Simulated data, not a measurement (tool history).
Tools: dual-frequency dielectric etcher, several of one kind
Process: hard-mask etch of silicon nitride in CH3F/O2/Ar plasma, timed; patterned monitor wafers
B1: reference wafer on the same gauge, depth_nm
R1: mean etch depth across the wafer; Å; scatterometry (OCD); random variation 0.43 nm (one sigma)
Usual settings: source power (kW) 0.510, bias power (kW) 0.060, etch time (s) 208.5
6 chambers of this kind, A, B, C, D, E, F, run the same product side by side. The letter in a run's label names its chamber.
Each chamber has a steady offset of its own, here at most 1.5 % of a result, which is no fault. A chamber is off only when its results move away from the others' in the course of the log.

Run 1A, hour 13.4: usual settings; B1 136.96. Result: R1 1521.7 Å.
Run 2D, hour 24.0: usual settings; B1 136.97. Result: R1 1506.9 Å.
Run 3C, hour 31.5: usual settings; B1 136.99. Result: R1 1493.7 Å.
Run 4E, hour 38.9: usual settings; B1 137.07. Result: R1 1509.5 Å.
Run 5F, hour 51.8: usual settings; B1 137.10. Result: R1 1515.4 Å.
Run 6B, hour 59.4: usual settings; B1 137.01. Result: R1 1528.1 Å.
Run 7B, hour 67.2: usual settings; B1 137.05. Result: R1 1526.3 Å.
Run 8D, hour 77.3: usual settings; B1 136.89. Result: R1 1500.2 Å.
Run 9E, hour 84.0: usual settings; B1 137.03. Result: R1 1501.5 Å.
Run 10F, hour 95.8: usual settings; B1 137.00. Result: R1 1522.3 Å.
At hour 101.9: chamber F: bias power generator calibrated.
Run 11C, hour 107.2: usual settings but bias power (kW) 0.052, etch time (s) 179.5; B1 136.93. Result: R1 1230.5 Å.
Run 12A, hour 114.8: usual settings but bias power (kW) 0.052, etch time (s) 179.5; B1 137.08. Result: R1 1240.4 Å.
Run 13B, hour 124.7: usual settings but bias power (kW) 0.052, etch time (s) 179.5; B1 136.98. Result: R1 1253.0 Å.
Run 14C, hour 135.6: usual settings but bias power (kW) 0.052, etch time (s) 179.5; B1 136.98. Result: R1 1226.8 Å.
Run 15F, hour 141.9: usual settings but bias power (kW) 0.052, etch time (s) 179.5; B1 136.95. Result: R1 1255.7 Å.
Run 16A, hour 155.0: usual settings but bias power (kW) 0.052, etch time (s) 179.5; B1 136.97. Result: R1 1239.6 Å.
Run 17D, hour 165.1: usual settings; B1 136.99. Result: R1 1505.4 Å.
At hour 170.3: chamber A: wet clean of the chamber.
Run 18E, hour 177.0: usual settings; B1 136.88. Result: R1 1513.9 Å.
At hour 188.1: chamber D: wet clean of the chamber.
Run 19E, hour 189.9: usual settings; B1 137.05. Result: R1 1502.1 Å.
At hour 197.3: chamber C: wet clean of the chamber.
Run 20D, hour 201.2: usual settings; B1 137.04. Result: R1 1503.5 Å.
Run 21F, hour 212.8: usual settings; B1 136.93. Result: R1 1525.7 Å.
Run 22B, hour 219.0: usual settings; B1 137.16. Result: R1 1524.6 Å.
Run 23A, hour 225.6: usual settings; B1 136.98. Result: R1 1506.5 Å.
Run 24C, hour 231.9: usual settings; B1 137.00. Result: R1 1455.9 Å.
Run 25C, hour 240.2: usual settings; B1 137.03. Result: R1 1458.4 Å.
Run 26A, hour 248.3: usual settings; B1 136.90. Result: R1 1521.8 Å.
Run 27F, hour 256.2: usual settings; B1 137.09. Result: R1 1525.9 Å.
Run 28B, hour 269.5: usual settings but source power (kW) 0.590; B1 136.96. Result: R1 1611.5 Å.
Run 29D, hour 280.3: usual settings but source power (kW) 0.590; B1 136.90. Result: R1 1589.2 Å.
At hour 286.6: chamber E: wet clean of the chamber.
Run 30E, hour 288.6: usual settings but source power (kW) 0.590; B1 136.94. Result: R1 1587.0 Å.
Run 31F, hour 299.6: usual settings but source power (kW) 0.590; B1 137.05. Result: R1 1616.1 Å.
Run 32D, hour 310.6: usual settings but source power (kW) 0.590; B1 136.98. Result: R1 1589.7 Å.
Run 33E, hour 322.9: usual settings but source power (kW) 0.590; B1 137.02. Result: R1 1592.8 Å.
Run 34A, hour 330.2: usual settings; B1 137.01. Result: R1 1509.6 Å.
Run 35B, hour 336.1: usual settings but source power (kW) 0.430, bias power (kW) 0.051; B1 137.02. Result: R1 1353.3 Å.
Run 36C, hour 345.4: usual settings but source power (kW) 0.430, bias power (kW) 0.051; B1 137.00. Result: R1 1294.7 Å.
Run 37D, hour 358.5: usual settings but source power (kW) 0.430, bias power (kW) 0.051; B1 136.97. Result: R1 1338.3 Å.

Is one chamber off against the others, does the gauge drift, or is nothing wrong? If a chamber is off, say which, and what the likeliest cause is.

A service left chamber C off against the others.
Cause: etch rate under this chamber's usual, % = 2.48.

Here are 4 candidates for chamber C's next run, each the usual settings with a change, their results left as question marks. Which one brings its results back in line with what the others give on the usual settings?
In line means no further than this from the other chambers' mean on the usual settings: R1 15.0 Å
Run 38C-1, hour 368.2: usual settings but bias power (kW) 0.053. Result: R1 ?.
Run 38C-2, hour 368.2: usual settings but source power (kW) 0.570, bias power (kW) 0.065. Result: R1 ?.
Run 38C-3, hour 368.2: usual settings but etch time (s) 193.5. Result: R1 ?.
Run 38C-4, hour 368.2: usual settings but bias power (kW) 0.067. Result: R1 ?.

The other chambers' mean on the usual settings: R1 1512.8 Å
  run      R1
38C-1  1401.3
38C-2  1561.0
38C-3  1351.9
38C-4  1509.4
38C-4 brings the chamber back in line.
